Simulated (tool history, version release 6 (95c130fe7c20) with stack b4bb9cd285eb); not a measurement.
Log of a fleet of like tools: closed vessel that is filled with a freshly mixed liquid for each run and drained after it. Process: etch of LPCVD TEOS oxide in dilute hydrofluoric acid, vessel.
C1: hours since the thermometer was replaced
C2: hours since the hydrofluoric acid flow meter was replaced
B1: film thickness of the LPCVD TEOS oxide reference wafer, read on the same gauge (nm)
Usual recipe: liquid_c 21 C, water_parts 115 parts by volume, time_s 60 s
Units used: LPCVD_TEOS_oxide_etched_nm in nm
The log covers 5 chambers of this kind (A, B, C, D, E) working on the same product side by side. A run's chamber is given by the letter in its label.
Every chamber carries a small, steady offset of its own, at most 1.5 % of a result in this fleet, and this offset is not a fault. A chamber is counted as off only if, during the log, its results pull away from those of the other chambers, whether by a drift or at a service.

Run 1D, hour 4.6: usual settings; C1 867.2; C2 644.6; B1 149.99. Result: LPCVD_TEOS_oxide_etched_nm 12.754 nm.
Run 2C, hour 10.1: usual settings; C1 273.9; C2 771.1; B1 149.98. Result: LPCVD_TEOS_oxide_etched_nm 12.896 nm.
Run 3A, hour 15.2: usual settings; C1 1926.1; C2 591; B1 149.99. Result: LPCVD_TEOS_oxide_etched_nm 13.159 nm.
Run 4B, hour 18.4: usual settings; C1 1384.1; C2 1598.9; B1 149.99. Result: LPCVD_TEOS_oxide_etched_nm 12.718 nm.
Run 5E, hour 24.4: usual settings; C1 543.4; C2 656.5; B1 150. Result: LPCVD_TEOS_oxide_etched_nm 12.573 nm.
Run 6E, hour 27.8: usual settings; C1 546.8; C2 659.9; B1 150.02. Result: LPCVD_TEOS_oxide_etched_nm 12.562 nm.
Run 7C, hour 33.7: usual settings; C1 297.5; C2 794.7; B1 150.01. Result: LPCVD_TEOS_oxide_etched_nm 13.015 nm.
Run 8B, hour 37.3: usual settings; C1 1403; C2 1617.8; B1 149.99. Result: LPCVD_TEOS_oxide_etched_nm 12.678 nm.
Run 9D, hour 41: usual settings; C1 903.6; C2 681; B1 150.03. Result: LPCVD_TEOS_oxide_etched_nm 12.56 nm.
Run 10A, hour 44.3: usual settings but water_parts 160 parts by volume; C1 1955.2; C2 620.1; B1 150.01. Result: LPCVD_TEOS_oxide_etched_nm 8.9184 nm.
Run 11E, hour 48.1: usual settings but water_parts 160 parts by volume; C1 567.1; C2 680.2; B1 150. Result: LPCVD_TEOS_oxide_etched_nm 8.5787 nm.
Run 12A, hour 51: usual settings but water_parts 160 parts by volume; C1 1961.9; C2 626.8; B1 150.01. Result: LPCVD_TEOS_oxide_etched_nm 8.8711 nm.
At hour 54.2: chamber B: hydrofluoric acid flow meter replaced.
Run 13D, hour 54.6: usual settings but water_parts 160 parts by volume; C1 917.2; C2 694.6; B1 149.98. Result: LPCVD_TEOS_oxide_etched_nm 9.0003 nm.
At hour 56: chamber A: hydrofluoric acid flow meter replaced.
Run 14C, hour 58.5: usual settings but water_parts 160 parts by volume; C1 322.3; C2 819.5; B1 150. Result: LPCVD_TEOS_oxide_etched_nm 8.9864 nm.
Run 15B, hour 64.6: usual settings; C1 1430.3; C2 10.4; B1 149.98. Result: LPCVD_TEOS_oxide_etched_nm 12.725 nm.
Run 16D, hour 70.1: usual settings; C1 932.7; C2 710.1; B1 149.98. Result: LPCVD_TEOS_oxide_etched_nm 12.8 nm.
Run 17E, hour 75.7: usual settings; C1 594.7; C2 707.8; B1 150.02. Result: LPCVD_TEOS_oxide_etched_nm 12.521 nm.
Run 18C, hour 82.4: usual settings but water_parts 150 parts by volume, time_s 80 s; C1 346.2; C2 843.4; B1 150.03. Result: LPCVD_TEOS_oxide_etched_nm 12.572 nm.
Run 19B, hour 87.1: usual settings but water_parts 150 parts by volume, time_s 80 s; C1 1452.8; C2 32.9; B1 149.98. Result: LPCVD_TEOS_oxide_etched_nm 12.488 nm.
Run 20A, hour 91.7: usual settings but water_parts 150 parts by volume, time_s 80 s; C1 2002.6; C2 35.7; B1 150. Result: LPCVD_TEOS_oxide_etched_nm 12.986 nm.
Run 21A, hour 97.7: usual settings but water_parts 150 parts by volume, time_s 80 s; C1 2008.6; C2 41.7; B1 149.98. Result: LPCVD_TEOS_oxide_etched_nm 12.948 nm.
Run 22D, hour 101.6: usual settings but water_parts 150 parts by volume, time_s 80 s; C1 964.2; C2 741.6; B1 150.03. Result: LPCVD_TEOS_oxide_etched_nm 12.683 nm.
Run 23C, hour 107.5: usual settings; C1 371.3; C2 868.5; B1 149.96. Result: LPCVD_TEOS_oxide_etched_nm 12.94 nm.
Run 24B, hour 113.9: usual settings; C1 1479.6; C2 59.7; B1 149.95. Result: LPCVD_TEOS_oxide_etched_nm 12.787 nm.
Run 25E, hour 117.7: usual settings but time_s 75 s; C1 636.7; C2 749.8; B1 150.02. Result: LPCVD_TEOS_oxide_etched_nm 15.121 nm.
Run 26C, hour 122: usual settings but time_s 75 s; C1 385.8; C2 883; B1 150.01. Result: LPCVD_TEOS_oxide_etched_nm 16.399 nm.
Run 27D, hour 127.7: usual settings but time_s 75 s; C1 990.3; C2 767.7; B1 149.97. Result: LPCVD_TEOS_oxide_etched_nm 15.991 nm.
Run 28E, hour 132: usual settings but time_s 75 s; C1 651; C2 764.1; B1 150.01. Result: LPCVD_TEOS_oxide_etched_nm 15.089 nm.
Run 29B, hour 136.2: usual settings but time_s 75 s; C1 1501.9; C2 82; B1 149.95. Result: LPCVD_TEOS_oxide_etched_nm 16.015 nm.
Run 30A, hour 141.6: usual settings but water_parts 75 parts by volume, time_s 80 s; C1 2052.5; C2 85.6; B1 149.97. Result: LPCVD_TEOS_oxide_etched_nm 27.412 nm.
Run 31B, hour 145: usual settings but water_parts 75 parts by volume, time_s 80 s; C1 1510.7; C2 90.8; B1 150.03. Result: LPCVD_TEOS_oxide_etched_nm 27.243 nm.
Run 32A, hour 148.4: usual settings but water_parts 75 parts by volume, time_s 80 s; C1 2059.3; C2 92.4; B1 149.96. Result: LPCVD_TEOS_oxide_etched_nm 27.417 nm.
Run 33C, hour 154.5: usual settings but water_parts 75 parts by volume, time_s 80 s; C1 418.3; C2 915.5; B1 150.03. Result: LPCVD_TEOS_oxide_etched_nm 27.944 nm.
Run 34D, hour 160.3: usual settings but water_parts 75 parts by volume, time_s 80 s; C1 1022.9; C2 800.3; B1 150. Result: LPCVD_TEOS_oxide_etched_nm 27.134 nm.
Run 35E, hour 166.4: usual settings but liquid_c 18 C, time_s 30 s; C1 685.4; C2 798.5; B1 150. Result: LPCVD_TEOS_oxide_etched_nm 5.3231 nm.
Run 36C, hour 170.2: usual settings but liquid_c 18 C, time_s 30 s; C1 434; C2 931.2; B1 150.03. Result: LPCVD_TEOS_oxide_etched_nm 5.749 nm.
Run 37D, hour 173.9: usual settings but liquid_c 18 C, time_s 30 s; C1 1036.5; C2 813.9; B1 150. Result: LPCVD_TEOS_oxide_etched_nm 5.6777 nm.
Run 38B, hour 177.3: usual settings but liquid_c 18 C, time_s 30 s; C1 1543; C2 123.1; B1 149.99. Result: LPCVD_TEOS_oxide_etched_nm 5.6666 nm.
Run 39A, hour 182.4: usual settings but liquid_c 18 C, time_s 30 s; C1 2093.3; C2 126.4; B1 149.98. Result: LPCVD_TEOS_oxide_etched_nm 5.7968 nm.
Run 40E, hour 187.1: usual settings; C1 706.1; C2 819.2; B1 150. Result: LPCVD_TEOS_oxide_etched_nm 11.897 nm.
Run 41C, hour 191.4: usual settings; C1 455.2; C2 952.4; B1 150. Result: LPCVD_TEOS_oxide_etched_nm 12.667 nm.

Next, all 5 chambers run the settings below, one line each with question marks for the results. What does each chamber give?
Run 42A, hour 196.1: usual settings but liquid_c 25.5 C. Result: LPCVD_TEOS_oxide_etched_nm ?.
Run 42B, hour 196.1: usual settings but liquid_c 25.5 C. Result: LPCVD_TEOS_oxide_etched_nm ?.
Run 42C, hour 196.1: usual settings but liquid_c 25.5 C. Result: LPCVD_TEOS_oxide_etched_nm ?.
Run 42D, hour 196.1: usual settings but liquid_c 25.5 C. Result: LPCVD_TEOS_oxide_etched_nm ?.
Run 42E, hour 196.1: usual settings but liquid_c 25.5 C. Result: LPCVD_TEOS_oxide_etched_nm ?.

run  LPCVD_TEOS_oxide_etched_nm
42A                      15.538
42B                      15.457
42C                      15.426
42D                      15.268
42E                      14.145
